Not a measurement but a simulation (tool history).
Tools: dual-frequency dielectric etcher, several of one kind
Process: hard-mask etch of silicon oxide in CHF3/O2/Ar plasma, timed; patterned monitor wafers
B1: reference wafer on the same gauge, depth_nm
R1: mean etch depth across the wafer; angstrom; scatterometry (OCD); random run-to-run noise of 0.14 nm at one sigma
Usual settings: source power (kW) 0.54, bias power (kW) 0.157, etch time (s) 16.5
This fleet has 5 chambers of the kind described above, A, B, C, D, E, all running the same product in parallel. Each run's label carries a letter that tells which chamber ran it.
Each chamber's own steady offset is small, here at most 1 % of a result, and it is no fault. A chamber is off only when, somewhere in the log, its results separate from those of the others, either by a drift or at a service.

run 1C hour=5.4 | source_power_(kW)=0.54 bias_power_(kW)=0.157 etch_time_(s)=16.5 | B1=34.758 | R1=297.4
run 2E hour=8.1 | source_power_(kW)=0.54 bias_power_(kW)=0.157 etch_time_(s)=16.5 | B1=34.807 | R1=302.29
run 3D hour=12.4 | source_power_(kW)=0.54 bias_power_(kW)=0.157 etch_time_(s)=16.5 | B1=34.827 | R1=300.7
run 4B hour=16.1 | source_power_(kW)=0.54 bias_power_(kW)=0.157 etch_time_(s)=16.5 | B1=34.848 | R1=300.3
run 5A hour=19.3 | source_power_(kW)=0.54 bias_power_(kW)=0.157 etch_time_(s)=16.5 | B1=34.81 | R1=302.1
run 6A hour=23.8 | source_power_(kW)=0.54 bias_power_(kW)=0.157 etch_time_(s)=16.5 | B1=34.789 | R1=301.3
run 7D hour=27.1 | source_power_(kW)=0.54 bias_power_(kW)=0.157 etch_time_(s)=16.5 | B1=34.831 | R1=297.66
run 8E hour=31.7 | source_power_(kW)=0.54 bias_power_(kW)=0.157 etch_time_(s)=16.5 | B1=34.791 | R1=301.56
run 9C hour=35.7 | source_power_(kW)=0.54 bias_power_(kW)=0.157 etch_time_(s)=16.5 | B1=34.789 | R1=299.51
run 10B hour=40.4 | source_power_(kW)=0.54 bias_power_(kW)=0.157 etch_time_(s)=16.5 | B1=34.813 | R1=300.02
run 11B hour=45.1 | source_power_(kW)=0.54 bias_power_(kW)=0.157 etch_time_(s)=16.5 | B1=34.764 | R1=300.6
run 12C hour=48.4 | source_power_(kW)=0.54 bias_power_(kW)=0.157 etch_time_(s)=16.5 | B1=34.789 | R1=299.6
-- hour=51.6 chamber D: wet clean of the chamber
run 13D hour=51.6 | source_power_(kW)=0.54 bias_power_(kW)=0.157 etch_time_(s)=16.5 | B1=34.805 | R1=299.03
run 14E hour=56.2 | source_power_(kW)=0.54 bias_power_(kW)=0.157 etch_time_(s)=16.5 | B1=34.831 | R1=302.35
run 15A hour=58.8 | source_power_(kW)=0.54 bias_power_(kW)=0.157 etch_time_(s)=16.5 | B1=34.808 | R1=302.25
-- hour=61.8 chamber B: wet clean of the chamber
run 16E hour=62.2 | source_power_(kW)=0.54 bias_power_(kW)=0.141 etch_time_(s)=16.5 | B1=34.805 | R1=291.26
run 17D hour=66.7 | source_power_(kW)=0.54 bias_power_(kW)=0.141 etch_time_(s)=16.5 | B1=34.789 | R1=288.56
run 18C hour=69.3 | source_power_(kW)=0.54 bias_power_(kW)=0.141 etch_time_(s)=16.5 | B1=34.769 | R1=289.88
run 19B hour=72.3 | source_power_(kW)=0.54 bias_power_(kW)=0.141 etch_time_(s)=16.5 | B1=34.803 | R1=275.22
run 20A hour=77.5 | source_power_(kW)=0.54 bias_power_(kW)=0.141 etch_time_(s)=16.5 | B1=34.788 | R1=291.6
run 21A hour=81.6 | source_power_(kW)=0.54 bias_power_(kW)=0.12 etch_time_(s)=19 | B1=34.791 | R1=315.64
run 22C hour=85.6 | source_power_(kW)=0.54 bias_power_(kW)=0.12 etch_time_(s)=19 | B1=34.834 | R1=316.89
run 23B hour=90.4 | source_power_(kW)=0.54 bias_power_(kW)=0.12 etch_time_(s)=19 | B1=34.832 | R1=300.99
run 24E hour=95.1 | source_power_(kW)=0.54 bias_power_(kW)=0.12 etch_time_(s)=19 | B1=34.798 | R1=317.49
run 25D hour=97.9 | source_power_(kW)=0.54 bias_power_(kW)=0.12 etch_time_(s)=19 | B1=34.805 | R1=317.26
run 26E hour=103.4 | source_power_(kW)=0.54 bias_power_(kW)=0.157 etch_time_(s)=16.5 | B1=34.793 | R1=302.91
run 27C hour=107.2 | source_power_(kW)=0.54 bias_power_(kW)=0.157 etch_time_(s)=16.5 | B1=34.839 | R1=298.91
run 28D hour=111.2 | source_power_(kW)=0.54 bias_power_(kW)=0.157 etch_time_(s)=16.5 | B1=34.784 | R1=298.62
run 29B hour=114.2 | source_power_(kW)=0.54 bias_power_(kW)=0.157 etch_time_(s)=16.5 | B1=34.752 | R1=284.75
run 30A hour=118.5 | source_power_(kW)=0.54 bias_power_(kW)=0.157 etch_time_(s)=20 | B1=34.793 | R1=367.12
run 31D hour=121.8 | source_power_(kW)=0.54 bias_power_(kW)=0.157 etch_time_(s)=20 | B1=34.787 | R1=359.56
run 32A hour=125.8 | source_power_(kW)=0.54 bias_power_(kW)=0.157 etch_time_(s)=20 | B1=34.777 | R1=367.44

All chambers now run identical settings, listed one chamber a line with results as question marks. What results will each chamber show?
run 33A hour=130 | source_power_(kW)=0.54 bias_power_(kW)=0.157 etch_time_(s)=20.5 | R1=?
run 33B hour=130 | source_power_(kW)=0.54 bias_power_(kW)=0.157 etch_time_(s)=20.5 | R1=?
run 33C hour=130 | source_power_(kW)=0.54 bias_power_(kW)=0.157 etch_time_(s)=20.5 | R1=?
run 33D hour=130 | source_power_(kW)=0.54 bias_power_(kW)=0.157 etch_time_(s)=20.5 | R1=?
run 33E hour=130 | source_power_(kW)=0.54 bias_power_(kW)=0.157 etch_time_(s)=20.5 | R1=?

run=33A R1=373.78
run=33B R1=353.56
run=33C R1=373.08
run=33D R1=371.29
run=33E R1=372.55
